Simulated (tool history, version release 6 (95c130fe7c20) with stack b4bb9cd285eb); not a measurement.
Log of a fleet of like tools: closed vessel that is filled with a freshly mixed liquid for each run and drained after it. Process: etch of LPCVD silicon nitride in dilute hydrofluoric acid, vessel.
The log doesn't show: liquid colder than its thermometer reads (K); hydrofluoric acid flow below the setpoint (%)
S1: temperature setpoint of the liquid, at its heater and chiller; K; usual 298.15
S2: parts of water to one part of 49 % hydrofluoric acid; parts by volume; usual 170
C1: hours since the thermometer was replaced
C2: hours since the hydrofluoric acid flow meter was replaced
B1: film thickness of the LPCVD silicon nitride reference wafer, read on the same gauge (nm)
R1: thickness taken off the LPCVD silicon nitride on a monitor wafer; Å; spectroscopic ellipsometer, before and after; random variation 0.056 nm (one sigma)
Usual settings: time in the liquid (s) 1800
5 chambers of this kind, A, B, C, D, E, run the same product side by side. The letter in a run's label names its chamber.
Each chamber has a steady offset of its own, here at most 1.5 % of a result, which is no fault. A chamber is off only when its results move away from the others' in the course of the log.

Run 1D, hour 8.1: usual settings; C1 155.2; C2 493.7; B1 69.985. Result: R1 58.043 Å.
Run 2E, hour 14: usual settings; C1 695.5; C2 427.8; B1 69.997. Result: R1 59.08 Å.
Run 3A, hour 19.1: usual settings; C1 688; C2 411; B1 69.995. Result: R1 57.799 Å.
Run 4B, hour 26.5: usual settings; C1 961; C2 761; B1 70.011. Result: R1 57.965 Å.
Run 5C, hour 35.1: usual settings; C1 1323.1; C2 634.9; B1 70.03. Result: R1 57.668 Å.
Run 6C, hour 42.9: usual settings but S1 300.15 K, S2 95 parts by volume; C1 1330.9; C2 642.7; B1 70.012. Result: R1 116.44 Å.
Run 7A, hour 52.1: usual settings but S1 300.15 K, S2 95 parts by volume; C1 721; C2 444; B1 70. Result: R1 120.9 Å.
Run 8E, hour 57.1: usual settings but S1 300.15 K, S2 95 parts by volume; C1 738.6; C2 470.9; B1 69.972. Result: R1 115.25 Å.
Run 9D, hour 61.7: usual settings but S1 300.15 K, S2 95 parts by volume; C1 208.8; C2 547.3; B1 70.016. Result: R1 118.43 Å.
Run 10B, hour 71.1: usual settings but S1 300.15 K, S2 95 parts by volume; C1 1005.6; C2 805.6; B1 70.032. Result: R1 119.96 Å.
Run 11C, hour 77.4: usual settings; C1 1365.4; C2 677.2; B1 69.984. Result: R1 57.139 Å.
Run 12B, hour 84.2: usual settings; C1 1018.7; C2 818.7; B1 69.989. Result: R1 57.773 Å.
Run 13D, hour 92.3: usual settings; C1 239.4; C2 577.9; B1 70.017. Result: R1 56.432 Å.
Run 14E, hour 101.3: usual settings; C1 782.8; C2 515.1; B1 70.029. Result: R1 57.765 Å.
Run 15A, hour 108.4: usual settings; C1 777.3; C2 500.3; B1 70.002. Result: R1 57.502 Å.
Run 16D, hour 112.7: usual settings; C1 259.8; C2 598.3; B1 70.013. Result: R1 57.462 Å.
Run 17B, hour 119.9: usual settings; C1 1054.4; C2 854.4; B1 70.04. Result: R1 57.614 Å.
Run 18E, hour 127.4: usual settings; C1 808.9; C2 541.2; B1 70.018. Result: R1 58.206 Å.
Run 19A, hour 134.7: usual settings; C1 803.6; C2 526.6; B1 69.992. Result: R1 56.422 Å.
Run 20C, hour 140.9: usual settings; C1 1428.9; C2 740.7; B1 69.998. Result: R1 59.61 Å.
Run 21A, hour 150.2: usual settings but time in the liquid (s) 2220; C1 819.1; C2 542.1; B1 70.009. Result: R1 71.115 Å.
At hour 151.5: chamber A: thermometer replaced.
Run 22E, hour 159.5: usual settings but time in the liquid (s) 2220; C1 841; C2 573.3; B1 70.005. Result: R1 71.959 Å.
Run 23B, hour 164.9: usual settings but time in the liquid (s) 2220; C1 1099.4; C2 899.4; B1 70.012. Result: R1 71.053 Å.
At hour 169.6: chamber A: hydrofluoric acid flow meter replaced.
Run 24C, hour 172.5: usual settings but time in the liquid (s) 2220; C1 1460.5; C2 772.3; B1 69.989. Result: R1 70.832 Å.
Run 25D, hour 179.7: usual settings but time in the liquid (s) 2220; C1 326.8; C2 665.3; B1 70.006. Result: R1 69.138 Å.
Run 26A, hour 184.2: usual settings but S1 296.15 K, time in the liquid (s) 2655; C1 32.8; C2 14.6; B1 70.031. Result: R1 75.118 Å.
Run 27C, hour 191.4: usual settings but S1 296.15 K, time in the liquid (s) 2655; C1 1479.4; C2 791.2; B1 70.009. Result: R1 75.032 Å.
Run 28D, hour 200.6: usual settings but S1 296.15 K, time in the liquid (s) 2655; C1 347.7; C2 686.2; B1 70.027. Result: R1 74.283 Å.
Run 29E, hour 206.9: usual settings but S1 296.15 K, time in the liquid (s) 2655; C1 888.4; C2 620.7; B1 70.039. Result: R1 76.766 Å.
Run 30B, hour 211: usual settings but S1 296.15 K, time in the liquid (s) 2655; C1 1145.5; C2 945.5; B1 69.989. Result: R1 74.841 Å.
Run 31A, hour 217.5: usual settings; C1 66.1; C2 47.9; B1 70.021. Result: R1 57.503 Å.
Run 32D, hour 222.8: usual settings; C1 369.9; C2 708.4; B1 70.024. Result: R1 56.562 Å.
Run 33C, hour 227.4: usual settings; C1 1515.4; C2 827.2; B1 70.042. Result: R1 57.762 Å.
Run 34E, hour 235.3: usual settings; C1 916.8; C2 649.1; B1 69.975. Result: R1 58.883 Å.

What goes on in this fleet: one chamber off, a drifting gauge, or nothing beyond the chambers' own small offsets? Name the chamber and the cause, if any.

No chamber stands off beyond its own small offset, and the gauge holds steady.
